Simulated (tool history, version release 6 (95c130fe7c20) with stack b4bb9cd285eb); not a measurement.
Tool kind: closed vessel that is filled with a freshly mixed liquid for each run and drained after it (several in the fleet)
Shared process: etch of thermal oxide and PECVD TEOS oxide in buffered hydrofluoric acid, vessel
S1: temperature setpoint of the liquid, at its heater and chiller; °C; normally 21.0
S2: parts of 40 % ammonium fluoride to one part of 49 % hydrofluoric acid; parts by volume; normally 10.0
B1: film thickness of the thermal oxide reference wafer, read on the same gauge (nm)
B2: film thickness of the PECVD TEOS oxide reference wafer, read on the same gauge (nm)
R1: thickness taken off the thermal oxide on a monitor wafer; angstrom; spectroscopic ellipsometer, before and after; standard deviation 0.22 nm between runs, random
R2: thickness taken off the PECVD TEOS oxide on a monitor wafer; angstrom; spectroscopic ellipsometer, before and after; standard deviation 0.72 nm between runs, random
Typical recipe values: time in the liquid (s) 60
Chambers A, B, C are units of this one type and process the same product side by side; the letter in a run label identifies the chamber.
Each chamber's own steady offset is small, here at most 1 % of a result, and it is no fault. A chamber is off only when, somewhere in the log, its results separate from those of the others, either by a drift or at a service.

Run 1A, hour 3.1: usual settings; B1 139.98; B2 119.98. Result: R1 577.31 angstrom, R2 1331.4 angstrom.
Run 2C, hour 7.5: usual settings; B1 140.00; B2 119.99. Result: R1 583.10 angstrom, R2 1320.1 angstrom.
Run 3B, hour 11.7: usual settings; B1 139.97; B2 120.00. Result: R1 581.97 angstrom, R2 1337.9 angstrom.
Run 4C, hour 17.0: usual settings; B1 140.00; B2 119.95. Result: R1 585.33 angstrom, R2 1326.6 angstrom.
Run 5B, hour 20.0: usual settings; B1 140.00; B2 119.97. Result: R1 583.49 angstrom, R2 1337.4 angstrom.
Run 6A, hour 23.4: usual settings; B1 140.03; B2 120.01. Result: R1 581.33 angstrom, R2 1320.9 angstrom.
Run 7A, hour 27.5: usual settings; B1 140.00; B2 119.95. Result: R1 578.79 angstrom, R2 1325.9 angstrom.
Run 8B, hour 29.9: usual settings; B1 139.97; B2 120.00. Result: R1 580.94 angstrom, R2 1328.0 angstrom.
Run 9C, hour 35.2: usual settings but S1 23.5 °C; B1 140.04; B2 120.05. Result: R1 670.80 angstrom, R2 1521.3 angstrom.
Run 10A, hour 38.1: usual settings but S1 23.5 °C; B1 139.97; B2 119.95. Result: R1 661.40 angstrom, R2 1515.1 angstrom.
Run 11B, hour 42.5: usual settings but S1 23.5 °C; B1 140.02; B2 119.99. Result: R1 670.02 angstrom, R2 1547.7 angstrom.
Run 12C, hour 47.3: usual settings; B1 140.00; B2 120.02. Result: R1 585.42 angstrom, R2 1312.7 angstrom.
Run 13B, hour 51.2: usual settings; B1 140.01; B2 119.96. Result: R1 584.34 angstrom, R2 1327.1 angstrom.
Run 14A, hour 55.2: usual settings; B1 140.03; B2 119.99. Result: R1 575.08 angstrom, R2 1334.2 angstrom.
Run 15C, hour 59.5: usual settings; B1 140.01; B2 119.99. Result: R1 586.03 angstrom, R2 1325.6 angstrom.
Run 16A, hour 62.2: usual settings; B1 140.00; B2 119.94. Result: R1 578.80 angstrom, R2 1324.0 angstrom.
Run 17B, hour 66.0: usual settings; B1 140.00; B2 119.99. Result: R1 579.21 angstrom, R2 1336.5 angstrom.
Run 18C, hour 70.3: usual settings; B1 140.02; B2 119.96. Result: R1 586.60 angstrom, R2 1320.6 angstrom.
Run 19A, hour 73.2: usual settings; B1 140.00; B2 120.00. Result: R1 574.28 angstrom, R2 1323.1 angstrom.
Run 20B, hour 76.4: usual settings; B1 140.00; B2 119.96. Result: R1 582.88 angstrom, R2 1333.2 angstrom.
Run 21C, hour 81.0: usual settings but S2 8.5 parts by volume, time in the liquid (s) 95; B1 140.02; B2 119.98. Result: R1 1044.80 angstrom, R2 2355.7 angstrom.
Run 22C, hour 83.9: usual settings but S2 8.5 parts by volume, time in the liquid (s) 95; B1 140.01; B2 119.93. Result: R1 1053.40 angstrom, R2 2375.4 angstrom.
Run 23A, hour 87.5: usual settings but S2 8.5 parts by volume, time in the liquid (s) 95; B1 139.98; B2 120.00. Result: R1 1040.10 angstrom, R2 2415.4 angstrom.
Run 24B, hour 92.7: usual settings; B1 140.00; B2 120.00. Result: R1 579.46 angstrom, R2 1342.6 angstrom.
Run 25B, hour 96.7: usual settings; B1 140.01; B2 120.04. Result: R1 583.25 angstrom, R2 1354.1 angstrom.
Run 26A, hour 99.0: usual settings; B1 139.96; B2 120.06. Result: R1 575.16 angstrom, R2 1330.9 angstrom.
Run 27C, hour 103.9: usual settings; B1 140.01; B2 120.05. Result: R1 584.75 angstrom, R2 1327.6 angstrom.
Run 28A, hour 107.4: usual settings; B1 140.02; B2 120.00. Result: R1 576.86 angstrom, R2 1340.6 angstrom.
Run 29C, hour 111.4: usual settings; B1 140.00; B2 120.04. Result: R1 585.07 angstrom, R2 1327.9 angstrom.
Run 30B, hour 116.1: usual settings; B1 140.03; B2 120.00. Result: R1 581.33 angstrom, R2 1328.8 angstrom.
Run 31A, hour 120.6: usual settings; B1 139.97; B2 120.01. Result: R1 573.51 angstrom, R2 1325.4 angstrom.
Run 32C, hour 124.6: usual settings; B1 139.99; B2 120.03. Result: R1 582.04 angstrom, R2 1320.7 angstrom.
Run 33B, hour 128.2: usual settings; B1 140.03; B2 120.02. Result: R1 583.38 angstrom, R2 1334.8 angstrom.
Run 34C, hour 131.8: usual settings; B1 139.98; B2 120.05. Result: R1 586.17 angstrom, R2 1315.8 angstrom.
Run 35B, hour 134.3: usual settings but S2 7.0 parts by volume; B1 139.98; B2 119.98. Result: R1 823.28 angstrom, R2 1878.0 angstrom.
Run 36A, hour 137.4: usual settings but S2 7.0 parts by volume; B1 140.02; B2 120.03. Result: R1 804.39 angstrom, R2 1866.7 angstrom.
Run 37A, hour 142.5: usual settings but S2 7.0 parts by volume; B1 139.97; B2 120.03. Result: R1 815.25 angstrom, R2 1868.1 angstrom.
Run 38C, hour 147.6: usual settings; B1 139.99; B2 120.00. Result: R1 585.44 angstrom, R2 1331.1 angstrom.
Run 39B, hour 150.6: usual settings; B1 140.03; B2 120.00. Result: R1 578.47 angstrom, R2 1336.6 angstrom.
Run 40C, hour 154.0: usual settings but S2 8.0 parts by volume; B1 140.04; B2 119.99. Result: R1 708.19 angstrom, R2 1603.4 angstrom.
Run 41A, hour 158.2: usual settings but S2 8.0 parts by volume; B1 139.98; B2 120.03. Result: R1 698.77 angstrom, R2 1624.2 angstrom.
Run 42B, hour 162.0: usual settings but S2 8.0 parts by volume; B1 139.97; B2 120.02. Result: R1 711.00 angstrom, R2 1633.4 angstrom.
Run 43A, hour 166.5: usual settings; B1 139.98; B2 119.99. Result: R1 575.42 angstrom, R2 1323.8 angstrom.
Run 44B, hour 170.9: usual settings; B1 140.00; B2 120.01. Result: R1 583.03 angstrom, R2 1330.7 angstrom.

Does one chamber stand apart from the rest, does the shared gauge drift, or is all well apart from small per-chamber offsets? Give the chamber and the most likely cause, where there is one.

All chambers stay in line apart from their small fixed offsets, and the gauge does not drift.

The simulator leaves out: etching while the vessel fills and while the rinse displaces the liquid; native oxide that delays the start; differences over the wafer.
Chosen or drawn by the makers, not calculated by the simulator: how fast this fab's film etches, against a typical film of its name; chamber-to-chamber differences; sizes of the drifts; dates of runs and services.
